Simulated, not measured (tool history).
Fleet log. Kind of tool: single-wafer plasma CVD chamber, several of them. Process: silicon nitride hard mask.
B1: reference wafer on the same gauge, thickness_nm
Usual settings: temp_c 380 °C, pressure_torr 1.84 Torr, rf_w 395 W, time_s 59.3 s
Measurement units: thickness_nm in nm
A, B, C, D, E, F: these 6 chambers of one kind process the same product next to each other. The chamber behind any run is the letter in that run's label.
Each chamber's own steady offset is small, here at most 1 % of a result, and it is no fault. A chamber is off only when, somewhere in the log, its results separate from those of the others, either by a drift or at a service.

-- day=0.275 chamber C: capacitance manometer re-zeroed and calibrated
run 1B day=0.604 | temp_c=380 pressure_torr=1.84 rf_w=395 time_s=59.3 | B1=77.829 | thickness_nm=84.733
run 2D day=0.938 | temp_c=380 pressure_torr=1.84 rf_w=395 time_s=59.3 | B1=77.828 | thickness_nm=85.306
run 3C day=1.333 | temp_c=380 pressure_torr=1.84 rf_w=395 time_s=59.3 | B1=77.835 | thickness_nm=85.919
run 4A day=1.646 | temp_c=380 pressure_torr=1.84 rf_w=395 time_s=59.3 | B1=77.829 | thickness_nm=85.753
run 5F day=1.946 | temp_c=380 pressure_torr=1.84 rf_w=395 time_s=59.3 | B1=77.840 | thickness_nm=85.722
-- day=2.350 chamber F: RF generator calibrated
run 6E day=2.554 | temp_c=380 pressure_torr=1.84 rf_w=395 time_s=59.3 | B1=77.851 | thickness_nm=85.946
run 7A day=3.150 | temp_c=380 pressure_torr=1.84 rf_w=395 time_s=59.3 | B1=77.855 | thickness_nm=85.753
run 8E day=3.608 | temp_c=380 pressure_torr=2.12 rf_w=395 time_s=65.2 | B1=77.872 | thickness_nm=98.029
run 9C day=4.154 | temp_c=380 pressure_torr=2.12 rf_w=395 time_s=65.2 | B1=77.892 | thickness_nm=98.084
run 10D day=4.512 | temp_c=380 pressure_torr=2.12 rf_w=395 time_s=65.2 | B1=77.881 | thickness_nm=97.460
-- day=4.825 chamber D: thermocouple changed; heater temperature recalibrated
run 11F day=4.946 | temp_c=380 pressure_torr=2.12 rf_w=395 time_s=65.2 | B1=77.899 | thickness_nm=97.920
-- day=5.238 chamber D: capacitance manometer re-zeroed and calibrated
run 12B day=5.283 | temp_c=380 pressure_torr=2.12 rf_w=395 time_s=65.2 | B1=77.885 | thickness_nm=97.028
run 13D day=5.775 | temp_c=380 pressure_torr=2.12 rf_w=395 time_s=65.2 | B1=77.901 | thickness_nm=97.600
run 14E day=6.429 | temp_c=380 pressure_torr=1.84 rf_w=395 time_s=59.3 | B1=77.946 | thickness_nm=85.992
run 15A day=6.983 | temp_c=380 pressure_torr=1.84 rf_w=395 time_s=59.3 | B1=77.955 | thickness_nm=85.668
run 16C day=7.442 | temp_c=380 pressure_torr=1.84 rf_w=395 time_s=59.3 | B1=77.956 | thickness_nm=85.832
-- day=7.571 chamber A: capacitance manometer re-zeroed and calibrated
run 17B day=8.071 | temp_c=380 pressure_torr=1.84 rf_w=395 time_s=59.3 | B1=77.967 | thickness_nm=84.919
-- day=8.300 chamber A: thermocouple changed; heater temperature recalibrated
run 18F day=8.650 | temp_c=380 pressure_torr=1.84 rf_w=395 time_s=59.3 | B1=77.995 | thickness_nm=85.821
run 19C day=9.329 | temp_c=380 pressure_torr=1.84 rf_w=395 time_s=59.3 | B1=77.986 | thickness_nm=85.996
run 20A day=9.933 | temp_c=380 pressure_torr=1.84 rf_w=395 time_s=59.3 | B1=78.009 | thickness_nm=85.856
run 21E day=10.288 | temp_c=380 pressure_torr=1.84 rf_w=395 time_s=59.3 | B1=77.989 | thickness_nm=85.867
run 22F day=10.633 | temp_c=380 pressure_torr=1.47 rf_w=460 time_s=59.3 | B1=78.009 | thickness_nm=87.998
run 23B day=11.308 | temp_c=380 pressure_torr=1.47 rf_w=460 time_s=59.3 | B1=78.022 | thickness_nm=86.858
-- day=11.329 chamber C: RF generator calibrated
run 24D day=11.892 | temp_c=380 pressure_torr=1.47 rf_w=460 time_s=59.3 | B1=78.016 | thickness_nm=87.685
run 25D day=12.462 | temp_c=380 pressure_torr=1.47 rf_w=460 time_s=59.3 | B1=78.035 | thickness_nm=87.820
run 26A day=12.858 | temp_c=380 pressure_torr=1.47 rf_w=460 time_s=59.3 | B1=78.054 | thickness_nm=87.984
run 27B day=13.350 | temp_c=380 pressure_torr=1.47 rf_w=460 time_s=59.3 | B1=78.070 | thickness_nm=86.934
run 28C day=13.854 | temp_c=380 pressure_torr=1.84 rf_w=395 time_s=59.3 | B1=78.066 | thickness_nm=86.074
run 29F day=14.262 | temp_c=380 pressure_torr=1.84 rf_w=395 time_s=59.3 | B1=78.104 | thickness_nm=86.090
run 30E day=14.771 | temp_c=380 pressure_torr=1.84 rf_w=395 time_s=59.3 | B1=78.111 | thickness_nm=85.997
run 31D day=15.179 | temp_c=380 pressure_torr=1.84 rf_w=395 time_s=59.3 | B1=78.095 | thickness_nm=85.624
run 32F day=15.512 | temp_c=380 pressure_torr=1.84 rf_w=395 time_s=59.3 | B1=78.123 | thickness_nm=85.980
run 33B day=16.062 | temp_c=387 pressure_torr=1.84 rf_w=395 time_s=59.3 | B1=78.099 | thickness_nm=85.056
run 34A day=16.388 | temp_c=387 pressure_torr=1.84 rf_w=395 time_s=59.3 | B1=78.119 | thickness_nm=85.828
run 35C day=16.742 | temp_c=387 pressure_torr=1.84 rf_w=395 time_s=59.3 | B1=78.159 | thickness_nm=85.749
run 36E day=17.362 | temp_c=387 pressure_torr=1.84 rf_w=395 time_s=59.3 | B1=78.141 | thickness_nm=85.833

The same settings go to every chamber for the next run, one line per chamber below. Forecast the results for each:
run 37A day=17.850 | temp_c=367 pressure_torr=1.84 rf_w=395 time_s=59.3 | thickness_nm=?
run 37B day=17.850 | temp_c=367 pressure_torr=1.84 rf_w=395 time_s=59.3 | thickness_nm=?
run 37C day=17.850 | temp_c=367 pressure_torr=1.84 rf_w=395 time_s=59.3 | thickness_nm=?
run 37D day=17.850 | temp_c=367 pressure_torr=1.84 rf_w=395 time_s=59.3 | thickness_nm=?
run 37E day=17.850 | temp_c=367 pressure_torr=1.84 rf_w=395 time_s=59.3 | thickness_nm=?
run 37F day=17.850 | temp_c=367 pressure_torr=1.84 rf_w=395 time_s=59.3 | thickness_nm=?

run=37A thickness_nm=86.634
run=37B thickness_nm=85.658
run=37C thickness_nm=86.706
run=37D thickness_nm=86.018
run=37E thickness_nm=86.477
run=37F thickness_nm=86.657
